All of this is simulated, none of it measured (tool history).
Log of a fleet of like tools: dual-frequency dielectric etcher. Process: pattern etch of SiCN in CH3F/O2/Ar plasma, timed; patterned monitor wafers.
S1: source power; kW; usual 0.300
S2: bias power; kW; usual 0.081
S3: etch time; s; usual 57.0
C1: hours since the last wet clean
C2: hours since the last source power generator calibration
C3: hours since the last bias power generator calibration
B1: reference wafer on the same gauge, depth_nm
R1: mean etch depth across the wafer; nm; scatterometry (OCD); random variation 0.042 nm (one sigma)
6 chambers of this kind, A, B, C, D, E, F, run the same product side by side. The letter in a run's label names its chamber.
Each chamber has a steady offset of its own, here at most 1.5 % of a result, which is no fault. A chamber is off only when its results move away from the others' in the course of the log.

run 1B hour=8.6 | S1=0.300 S2=0.081 S3=57.0 | C1=136.2 C2=629.0 C3=1299.2 | B1=20.709 | R1=20.107
run 2C hour=18.4 | S1=0.300 S2=0.081 S3=57.0 | C1=401.5 C2=377.4 C3=1662.5 | B1=20.703 | R1=19.845
run 3F hour=26.9 | S1=0.300 S2=0.081 S3=57.0 | C1=87.9 C2=1293.9 C3=1645.4 | B1=20.704 | R1=20.135
run 4D hour=37.1 | S1=0.300 S2=0.081 S3=57.0 | C1=425.1 C2=1942.3 C3=986.7 | B1=20.703 | R1=20.258
run 5E hour=46.8 | S1=0.300 S2=0.081 S3=57.0 | C1=253.3 C2=1093.6 C3=1058.2 | B1=20.694 | R1=20.274
run 6A hour=56.2 | S1=0.300 S2=0.081 S3=57.0 | C1=393.7 C2=1219.2 C3=321.2 | B1=20.699 | R1=20.156
run 7E hour=63.2 | S1=0.300 S2=0.064 S3=57.0 | C1=269.7 C2=1110.0 C3=1074.6 | B1=20.704 | R1=18.566
-- hour=69.4 chamber D: wet clean of the chamber
run 8F hour=74.1 | S1=0.300 S2=0.064 S3=57.0 | C1=135.1 C2=1341.1 C3=1692.6 | B1=20.698 | R1=18.462
-- hour=81.2 chamber C: wet clean of the chamber
run 9B hour=82.1 | S1=0.300 S2=0.064 S3=57.0 | C1=209.7 C2=702.5 C3=1372.7 | B1=20.693 | R1=18.492
run 10C hour=88.0 | S1=0.300 S2=0.064 S3=57.0 | C1=6.9 C2=447.0 C3=1732.1 | B1=20.706 | R1=18.170
run 11D hour=99.4 | S1=0.300 S2=0.064 S3=57.0 | C1=30.0 C2=2004.6 C3=1049.0 | B1=20.700 | R1=18.664
run 12A hour=111.0 | S1=0.300 S2=0.064 S3=57.0 | C1=448.5 C2=1274.0 C3=376.0 | B1=20.704 | R1=18.560
run 13A hour=120.3 | S1=0.300 S2=0.081 S3=57.0 | C1=457.8 C2=1283.3 C3=385.3 | B1=20.700 | R1=20.185
run 14E hour=125.6 | S1=0.300 S2=0.081 S3=57.0 | C1=332.1 C2=1172.4 C3=1137.0 | B1=20.690 | R1=20.235
run 15F hour=133.0 | S1=0.300 S2=0.081 S3=57.0 | C1=194.0 C2=1400.0 C3=1751.5 | B1=20.693 | R1=20.114
run 16B hour=139.2 | S1=0.300 S2=0.081 S3=57.0 | C1=266.8 C2=759.6 C3=1429.8 | B1=20.705 | R1=20.121
run 17D hour=148.3 | S1=0.300 S2=0.081 S3=57.0 | C1=78.9 C2=2053.5 C3=1097.9 | B1=20.692 | R1=20.235
run 18C hour=153.7 | S1=0.300 S2=0.081 S3=57.0 | C1=72.6 C2=512.7 C3=1797.8 | B1=20.705 | R1=19.820
run 19F hour=161.1 | S1=0.300 S2=0.081 S3=57.0 | C1=222.1 C2=1428.1 C3=1779.6 | B1=20.692 | R1=20.097
run 20E hour=170.4 | S1=0.300 S2=0.081 S3=57.0 | C1=376.9 C2=1217.2 C3=1181.8 | B1=20.691 | R1=20.250
run 21A hour=178.0 | S1=0.240 S2=0.095 S3=57.0 | C1=515.5 C2=1341.0 C3=443.0 | B1=20.699 | R1=19.750
run 22C hour=187.3 | S1=0.240 S2=0.095 S3=57.0 | C1=106.2 C2=546.3 C3=1831.4 | B1=20.707 | R1=19.474
-- hour=191.5 chamber E: wet clean of the chamber
run 23B hour=192.6 | S1=0.240 S2=0.095 S3=57.0 | C1=320.2 C2=813.0 C3=1483.2 | B1=20.694 | R1=19.531
run 24D hour=198.1 | S1=0.240 S2=0.095 S3=57.0 | C1=128.7 C2=2103.3 C3=1147.7 | B1=20.698 | R1=19.898
run 25C hour=205.3 | S1=0.240 S2=0.095 S3=57.0 | C1=124.2 C2=564.3 C3=1849.4 | B1=20.715 | R1=19.451
run 26F hour=214.1 | S1=0.240 S2=0.095 S3=57.0 | C1=275.1 C2=1481.1 C3=1832.6 | B1=20.702 | R1=19.740
run 27B hour=224.9 | S1=0.300 S2=0.081 S3=57.0 | C1=352.5 C2=845.3 C3=1515.5 | B1=20.700 | R1=20.150
run 28E hour=232.5 | S1=0.300 S2=0.081 S3=57.0 | C1=41.1 C2=1279.3 C3=1243.9 | B1=20.719 | R1=20.319
run 29D hour=244.1 | S1=0.300 S2=0.081 S3=57.0 | C1=174.7 C2=2149.3 C3=1193.7 | B1=20.704 | R1=20.307
run 30A hour=253.4 | S1=0.300 S2=0.081 S3=57.0 | C1=590.9 C2=1416.4 C3=518.4 | B1=20.704 | R1=20.135
-- hour=262.6 chamber A: wet clean of the chamber
run 31F hour=263.9 | S1=0.300 S2=0.081 S3=57.0 | C1=324.9 C2=1530.9 C3=1882.4 | B1=20.698 | R1=20.153
run 32B hour=270.2 | S1=0.300 S2=0.081 S3=57.0 | C1=397.8 C2=890.6 C3=1560.8 | B1=20.695 | R1=20.035
run 33E hour=276.9 | S1=0.300 S2=0.081 S3=57.0 | C1=85.5 C2=1323.7 C3=1288.3 | B1=20.694 | R1=20.264
run 34A hour=286.7 | S1=0.300 S2=0.081 S3=57.0 | C1=24.1 C2=1449.7 C3=551.7 | B1=20.703 | R1=20.217
run 35C hour=297.3 | S1=0.240 S2=0.081 S3=48.5 | C1=216.2 C2=656.3 C3=1941.4 | B1=20.706 | R1=15.593
run 36D hour=304.8 | S1=0.240 S2=0.081 S3=48.5 | C1=235.4 C2=2210.0 C3=1254.4 | B1=20.702 | R1=15.888
run 37A hour=311.1 | S1=0.240 S2=0.081 S3=48.5 | C1=48.5 C2=1474.1 C3=576.1 | B1=20.700 | R1=15.895
run 38B hour=316.3 | S1=0.240 S2=0.081 S3=48.5 | C1=443.9 C2=936.7 C3=1606.9 | B1=20.691 | R1=15.764
run 39D hour=325.9 | S1=0.240 S2=0.081 S3=48.5 | C1=256.5 C2=2231.1 C3=1275.5 | B1=20.707 | R1=15.917
run 40E hour=333.5 | S1=0.240 S2=0.081 S3=48.5 | C1=142.1 C2=1380.3 C3=1344.9 | B1=20.700 | R1=15.858

Next, every chamber runs the same settings. What will each give?
run 41A hour=341.9 | S1=0.300 S2=0.081 S3=57.0 | R1=?
run 41B hour=341.9 | S1=0.300 S2=0.081 S3=57.0 | R1=?
run 41C hour=341.9 | S1=0.300 S2=0.081 S3=57.0 | R1=?
run 41D hour=341.9 | S1=0.300 S2=0.081 S3=57.0 | R1=?
run 41E hour=341.9 | S1=0.300 S2=0.081 S3=57.0 | R1=?
run 41F hour=341.9 | S1=0.300 S2=0.081 S3=57.0 | R1=?

run=41A R1=20.173
run=41B R1=20.120
run=41C R1=19.905
run=41D R1=20.353
run=41E R1=20.271
run=41F R1=20.154

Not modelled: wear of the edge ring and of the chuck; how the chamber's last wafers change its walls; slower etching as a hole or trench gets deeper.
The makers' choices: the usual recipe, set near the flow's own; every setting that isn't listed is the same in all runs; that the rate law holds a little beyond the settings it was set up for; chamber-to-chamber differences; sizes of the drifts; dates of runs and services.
